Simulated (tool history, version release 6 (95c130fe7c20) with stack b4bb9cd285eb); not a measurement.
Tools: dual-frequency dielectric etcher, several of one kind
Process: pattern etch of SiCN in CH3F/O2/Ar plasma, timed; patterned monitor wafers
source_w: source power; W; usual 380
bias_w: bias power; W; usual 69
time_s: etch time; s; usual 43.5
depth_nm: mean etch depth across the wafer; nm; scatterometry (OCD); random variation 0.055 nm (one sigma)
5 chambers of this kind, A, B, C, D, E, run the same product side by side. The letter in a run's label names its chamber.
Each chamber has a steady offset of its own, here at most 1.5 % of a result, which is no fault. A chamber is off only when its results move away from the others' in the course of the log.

run	hour	source_w	bias_w	time_s	read-back reference wafer on the same gauge, depth_nm	depth_nm
1B	8.9	380	69	43.5	12.695	15.808
2C	13.6	380	69	43.5	12.702	15.874
3E	20.3	380	69	43.5	12.700	15.737
# hour 20.7: chamber D: wet clean of the chamber
4A	26.7	380	69	43.5	12.687	15.613
5D	34.1	380	69	43.5	12.693	15.848
6E	39.0	380	69	43.5	12.707	15.788
7A	48.1	380	69	43.5	12.694	15.619
8C	57.7	380	69	43.5	12.702	15.686
9D	64.5	380	69	43.5	12.689	15.883
10B	72.6	380	69	43.5	12.688	15.754
# hour 74.2: chamber C: wet clean of the chamber
11D	78.0	380	69	43.5	12.698	15.814
12B	87.4	380	69	43.5	12.702	15.800
13A	96.5	380	69	43.5	12.704	15.660
14E	104.3	460	69	31.0	12.710	12.033
15C	114.8	460	69	31.0	12.701	12.047
16C	125.1	460	69	31.0	12.707	12.101
17A	133.0	460	69	31.0	12.706	11.910
18D	141.8	460	69	31.0	12.705	12.103
19E	148.5	380	69	43.5	12.705	15.826
20B	153.7	380	69	43.5	12.705	15.780
21C	161.1	380	69	43.5	12.700	15.765
22E	171.6	380	69	43.5	12.699	15.749
23B	178.3	380	69	43.5	12.707	15.819
24A	183.4	380	69	43.5	12.700	15.649
25D	190.5	380	69	43.5	12.695	15.833
26B	196.6	380	69	43.5	12.709	15.832
27C	204.3	380	69	43.5	12.695	15.759
28D	209.9	380	69	43.5	12.699	15.833
29A	215.7	380	69	43.5	12.701	15.594
30E	224.8	380	69	43.5	12.706	15.777
31B	231.1	380	69	43.5	12.705	15.684
32E	236.1	380	69	43.5	12.691	15.705
33C	242.3	380	69	43.5	12.710	15.698

Next, every chamber runs the same settings. What will each give?
34A	250.1	300	69	43.5		?
34B	250.1	300	69	43.5		?
34C	250.1	300	69	43.5		?
34D	250.1	300	69	43.5		?
34E	250.1	300	69	43.5		?

run	depth_nm
34A	14.298
34B	14.460
34C	14.489
34D	14.553
34E	14.455
